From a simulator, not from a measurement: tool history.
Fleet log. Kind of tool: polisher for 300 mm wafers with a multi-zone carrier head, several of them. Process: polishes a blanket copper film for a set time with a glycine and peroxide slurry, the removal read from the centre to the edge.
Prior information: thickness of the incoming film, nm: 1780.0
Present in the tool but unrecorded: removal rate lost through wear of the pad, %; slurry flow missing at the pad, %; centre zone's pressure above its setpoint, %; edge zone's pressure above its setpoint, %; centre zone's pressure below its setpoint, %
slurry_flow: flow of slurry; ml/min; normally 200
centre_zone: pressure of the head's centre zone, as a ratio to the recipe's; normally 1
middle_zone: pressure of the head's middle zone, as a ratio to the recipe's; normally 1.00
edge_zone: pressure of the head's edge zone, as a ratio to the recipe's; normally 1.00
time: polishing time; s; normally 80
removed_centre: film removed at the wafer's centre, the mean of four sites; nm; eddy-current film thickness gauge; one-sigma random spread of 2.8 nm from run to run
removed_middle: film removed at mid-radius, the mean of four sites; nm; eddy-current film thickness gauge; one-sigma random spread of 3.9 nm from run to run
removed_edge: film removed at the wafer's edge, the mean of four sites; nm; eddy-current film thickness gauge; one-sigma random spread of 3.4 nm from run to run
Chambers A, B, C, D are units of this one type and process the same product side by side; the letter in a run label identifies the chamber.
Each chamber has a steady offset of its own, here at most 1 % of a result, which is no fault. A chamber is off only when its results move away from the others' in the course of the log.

run   hour  slurry_flow  centre_zone  middle_zone  edge_zone  time  wafers polished on this pad  hours since the slurry nozzle was cleaned  hours since the centre zone pressure was calibrated  hours since the edge zone pressure was calibrated  removed_centre  removed_middle  removed_edge
 1B    7.5          200            1         1.00       1.00    80                          797                                      384.2                                                289.6                                              424.9          299.68          297.89        305.00
 2A   13.3          200            1         1.00       1.00    80                          196                                       78.0                                                283.1                                             1340.9          296.07          307.16        300.02
 3C   18.4          200            1         1.00       1.00    80                          420                                      228.4                                                509.2                                              967.2          302.20          300.69        308.04
 4D   24.6          200            1         1.00       1.00    80                          627                                       82.1                                                948.9                                              267.4          295.80          301.26        295.05
 5B   29.9          200            1         1.00       1.00    80                         1045                                      406.6                                                312.0                                              447.3          298.72          300.59        303.28
 6C   36.9          200            1         1.00       1.00    80                          624                                      246.9                                                527.7                                              985.7          303.57          309.64        301.27
 7A   40.3          200            1         1.00       1.00    80                          495                                      105.0                                                310.1                                             1367.9          292.82          296.78        302.44
 8D   44.1          200            1         1.00       1.00    80                          843                                      101.6                                                968.4                                              286.9          300.82          296.77        297.79
 9A   50.2          200            1         1.00       1.00    80                          604                                      114.9                                                320.0                                             1377.8          295.17          296.26        302.82
10C   54.9          200            1         1.00       1.00    80                          823                                      264.9                                                545.7                                             1003.7          301.44          306.44        299.17
11B   58.8          200            1         1.00       1.00    80                         1364                                      435.5                                                340.9                                              476.2          301.35          309.76        301.20
12D   64.1          200            1         0.94       1.00    80                         1064                                      121.6                                                988.4                                              306.9          291.12          277.18        303.09
      68.0  -- chamber B: worn pad replaced by a new one
13C   71.1          200            1         0.94       1.00    80                         1002                                      281.1                                                561.9                                             1019.9          302.48          288.20        304.16
      72.2  -- chamber C: worn pad replaced by a new one
14A   76.5          200            1         0.94       1.00    80                          895                                      141.2                                                346.3                                             1404.1          299.17          288.77        300.61
15D   82.4          200            1         0.94       1.00    80                         1266                                      139.9                                               1006.7                                              325.2          296.06          281.11        304.55
16B   87.7          200            1         1.00       1.00    80                          218                                      464.4                                                369.8                                              505.1          303.23          300.72        296.75
      92.9  -- chamber D: worn pad replaced by a new one
17A   94.4          200            1         1.00       1.00    80                         1093                                      159.1                                                364.2                                             1422.0          301.44          303.02        303.81
18C  100.6          200            1         1.00       1.00    80                          314                                      310.6                                                591.4                                             1049.4          304.10          307.63        303.57
19D  103.9          200            1         0.91       1.00    80                          121                                      161.4                                               1028.2                                              346.7          301.39          276.53        298.36
     109.1  -- chamber A: worn pad replaced by a new one
20B  109.1          200            1         0.91       1.00    80                          455                                      485.8                                                391.2                                              526.5          293.87          275.09        300.07
21A  116.2          200            1         0.91       1.00    80                           79                                      180.9                                                386.0                                             1443.8          297.09          279.76        300.81
22D  121.2          200            1         0.91       1.00    80                          313                                      178.7                                               1045.5                                              364.0          294.77          270.71        306.68
23B  127.0          200            1         1.00       0.91    55                          653                                      503.7                                                409.1                                              544.4          202.05          201.72        193.50
24C  133.1          200            1         1.00       0.91    55                          673                                      343.1                                                623.9                                             1081.9          206.99          206.67        196.08
25A  138.3          200            1         1.00       0.91    55                          323                                      203.0                                                408.1                                             1465.9          205.15          204.37        196.26
26D  141.9          200            1         1.00       0.91    55                          542                                      199.4                                               1066.2                                              384.7          202.42          203.83        197.27
27B  149.3          200            1         1.00       1.00    80                          899                                      526.0                                                431.4                                              566.7          287.69          295.24        301.18
28C  155.2          200            1         1.00       1.00    80                          917                                      365.2                                                646.0                                             1104.0          304.67          298.47        304.85
29C  160.9          200            1         1.00       1.00    80                          980                                      370.9                                                651.7                                             1109.7          305.09          303.40        299.24
     166.0  -- chamber D: slurry nozzle cleaned
30D  166.8          200            1         1.00       1.00    80                          817                                        0.8                                               1091.1                                              409.6          296.14          300.09        305.33
31B  170.7          200            1         1.00       1.00    80                         1136                                      547.4                                                452.8                                              588.1          286.98          287.32        287.46
32A  174.9          200            1         1.00       1.00    80                          728                                      239.6                                                444.7                                             1502.5          293.76          298.27        305.47
     175.6  -- chamber D: centre zone pressure recalibrated
33A  180.7          200            1         1.00       1.00    80                          792                                      245.4                                                450.5                                             1508.3          296.14          309.35        303.71
     184.6  -- chamber C: worn pad replaced by a new one
34C  185.7          200            1         1.00       1.00    80                           12                                      395.7                                                676.5                                             1134.5          309.04          301.99        300.30
35D  190.5          200            1         1.00       1.00    80                         1079                                       24.5                                                 14.9                                              433.3          290.73          301.05        304.61
     193.3  -- chamber B: worn pad replaced by a new one
36B  195.2          200            1         1.00       1.00    80                           21                                      571.9                                                477.3                                              612.6          280.55          280.88        288.87
37A  201.3          200            1         1.00       1.00    80                         1020                                      266.0                                                471.1                                             1528.9          302.36          293.63        305.60
38D  204.6          200            1         1.00       1.00    80                         1235                                       38.6                                                 29.0                                              447.4          298.00          300.34        301.71
39B  211.0          200            1         1.00       1.00    80                          196                                      587.7                                                493.1                                              628.4          280.91          289.57        284.61

All 4 chambers run these settings next. Forecast each chamber's results:
40A  216.4          200            1         1.00       1.00    80                                                                                                                                                                                               ?               ?             ?
40B  216.4          200            1         1.00       1.00    80                                                                                                                                                                                               ?               ?             ?
40C  216.4          200            1         1.00       1.00    80                                                                                                                                                                                               ?               ?             ?
40D  216.4          200            1         1.00       1.00    80                                                                                                                                                                                               ?               ?             ?

run  removed_centre  removed_middle  removed_edge
40A          301.00          302.92        306.83
40B          281.62          275.14        281.32
40C          302.10          303.08        309.34
40D          298.63          302.62        299.11
